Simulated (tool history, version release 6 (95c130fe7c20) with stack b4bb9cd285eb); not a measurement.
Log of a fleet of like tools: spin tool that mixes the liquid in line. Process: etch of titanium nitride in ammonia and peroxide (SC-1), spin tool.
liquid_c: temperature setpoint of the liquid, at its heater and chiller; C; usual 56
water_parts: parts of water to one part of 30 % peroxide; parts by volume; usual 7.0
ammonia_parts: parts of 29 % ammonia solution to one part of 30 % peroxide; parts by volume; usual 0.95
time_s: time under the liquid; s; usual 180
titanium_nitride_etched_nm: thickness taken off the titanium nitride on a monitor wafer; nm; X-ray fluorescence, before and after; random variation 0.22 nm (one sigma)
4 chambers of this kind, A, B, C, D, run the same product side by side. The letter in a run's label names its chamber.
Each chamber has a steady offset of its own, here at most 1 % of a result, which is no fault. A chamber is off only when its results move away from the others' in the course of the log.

run   hour  liquid_c  water_parts  ammonia_parts  time_s  hours since the thermometer was replaced  hours since the ammonia flow meter was replaced  hours since the heated supply line was repaired  hours since the drum of ammonia solution was connected  read-back film thickness of the titanium nitride reference wafer, read on the same gauge (nm)  titanium_nitride_etched_nm
 1C    6.7        56          7.0           0.95     180                                     229.4                                             89.8                                            928.3                                                    35.9                                                                                         150.02                      28.331
 2B   16.2        56          7.0           0.95     180                                    1697.7                                            461.8                                            639.9                                                   194.7                                                                                         150.00                      28.156
 3D   23.9        56          7.0           0.95     180                                     764.7                                            965.7                                            741.2                                                   407.4                                                                                         150.01                      28.599
 4A   32.1        56          7.0           0.95     180                                     305.0                                           1710.8                                            329.5                                                   852.3                                                                                         150.00                      28.740
 5A   41.9        56          7.0           0.95     180                                     314.8                                           1720.6                                            339.3                                                   862.1                                                                                         150.01                      28.052
 6B   48.1        56          7.0           0.95     180                                    1729.6                                            493.7                                            671.8                                                   226.6                                                                                         150.00                      28.117
 7D   52.7        56          7.0           0.95     180                                     793.5                                            994.5                                            770.0                                                   436.2                                                                                         149.98                      28.383
 8C   59.6        56          7.0           0.95     180                                     282.3                                            142.7                                            981.2                                                    88.8                                                                                         150.01                      28.311
 9B   68.5        56          7.0           1.15     260                                    1750.0                                            514.1                                            692.2                                                   247.0                                                                                         150.00                      41.588
10C   78.4        56          7.0           1.15     260                                     301.1                                            161.5                                           1000.0                                                   107.6                                                                                         150.00                      41.669
11D   85.2        56          7.0           1.15     260                                     826.0                                           1027.0                                            802.5                                                   468.7                                                                                         150.03                      41.966
      90.8  -- chamber D: heated supply line repaired
12A   91.5        56          7.0           1.15     260                                     364.4                                           1770.2                                            388.9                                                   911.7                                                                                         150.00                      41.555
13B   99.5        56          7.0           0.95     180                                    1781.0                                            545.1                                            723.2                                                   278.0                                                                                         150.01                      28.329
14A  106.9        56          7.0           0.95     180                                     379.8                                           1785.6                                            404.3                                                   927.1                                                                                         150.03                      28.629
15C  115.7        56          7.0           0.95     180                                     338.4                                            198.8                                           1037.3                                                   144.9                                                                                         150.00                      28.101
     119.1  -- chamber D: new drum of ammonia solution connected
16D  124.7        56          7.0           0.95     180                                     865.5                                           1066.5                                             34.0                                                     5.7                                                                                         150.01                      28.135
17A  129.1        56          7.0           0.95     180                                     402.0                                           1807.8                                            426.5                                                   949.3                                                                                         150.01                      28.417
18C  137.7        56          7.0           0.95     180                                     360.4                                            220.8                                           1059.3                                                   166.9                                                                                         150.04                      27.965
19D  145.0        56          7.0           0.95     180                                     885.8                                           1086.8                                             54.3                                                    26.0                                                                                         149.99                      28.374
20B  153.3        56          7.0           0.95     180                                    1834.8                                            598.9                                            777.0                                                   331.8                                                                                         149.99                      28.066
     154.0  -- chamber B: heated supply line repaired
21B  161.6        56          8.5           0.95     180                                    1843.1                                            607.2                                              7.6                                                   340.1                                                                                         150.01                      25.795
22C  169.0        56          8.5           0.95     180                                     391.7                                            252.1                                           1090.6                                                   198.2                                                                                         150.01                      25.803
23A  178.7        56          8.5           0.95     180                                     451.6                                           1857.4                                            476.1                                                   998.9                                                                                         150.00                      25.720
24D  186.6        56          8.5           0.95     180                                     927.4                                           1128.4                                             95.9                                                    67.6                                                                                         150.01                      25.428
25A  191.0        56          7.0           0.95     180                                     463.9                                           1869.7                                            488.4                                                  1011.2                                                                                         150.01                      28.229
26D  195.5        56          7.0           0.95     180                                     936.3                                           1137.3                                            104.8                                                    76.5                                                                                         150.01                      28.188
     203.7  -- chamber D: thermometer replaced
27C  205.0        56          8.5           0.95     180                                     427.7                                            288.1                                           1126.6                                                   234.2                                                                                         150.00                      25.760
28B  210.8        56          8.5           0.95     180                                    1892.3                                            656.4                                             56.8                                                   389.3                                                                                         149.98                      25.640
29C  215.7        56          8.5           0.95     180                                     438.4                                            298.8                                           1137.3                                                   244.9                                                                                         150.01                      25.443
30A  222.4        56          8.5           0.95     180                                     495.3                                           1901.1                                            519.8                                                  1042.6                                                                                         149.98                      26.055
31D  229.5        56          7.0           0.95     180                                      25.8                                           1171.3                                            138.8                                                   110.5                                                                                         150.01                      28.260
32B  234.1        56          5.5           0.95     180                                    1915.6                                            679.7                                             80.1                                                   412.6                                                                                         150.00                      31.752
33C  241.3        56          5.5           0.95     180                                     464.0                                            324.4                                           1162.9                                                   270.5                                                                                         150.02                      31.782
34B  248.1        56          5.5           0.95     180                                    1929.6                                            693.7                                             94.1                                                   426.6                                                                                         149.99                      31.716

What goes on in this fleet: one chamber off, a drifting gauge, or nothing beyond the chambers' own small offsets? Name the chamber and the cause, if any.

No chamber stands off beyond its own small offset, and the gauge holds steady.
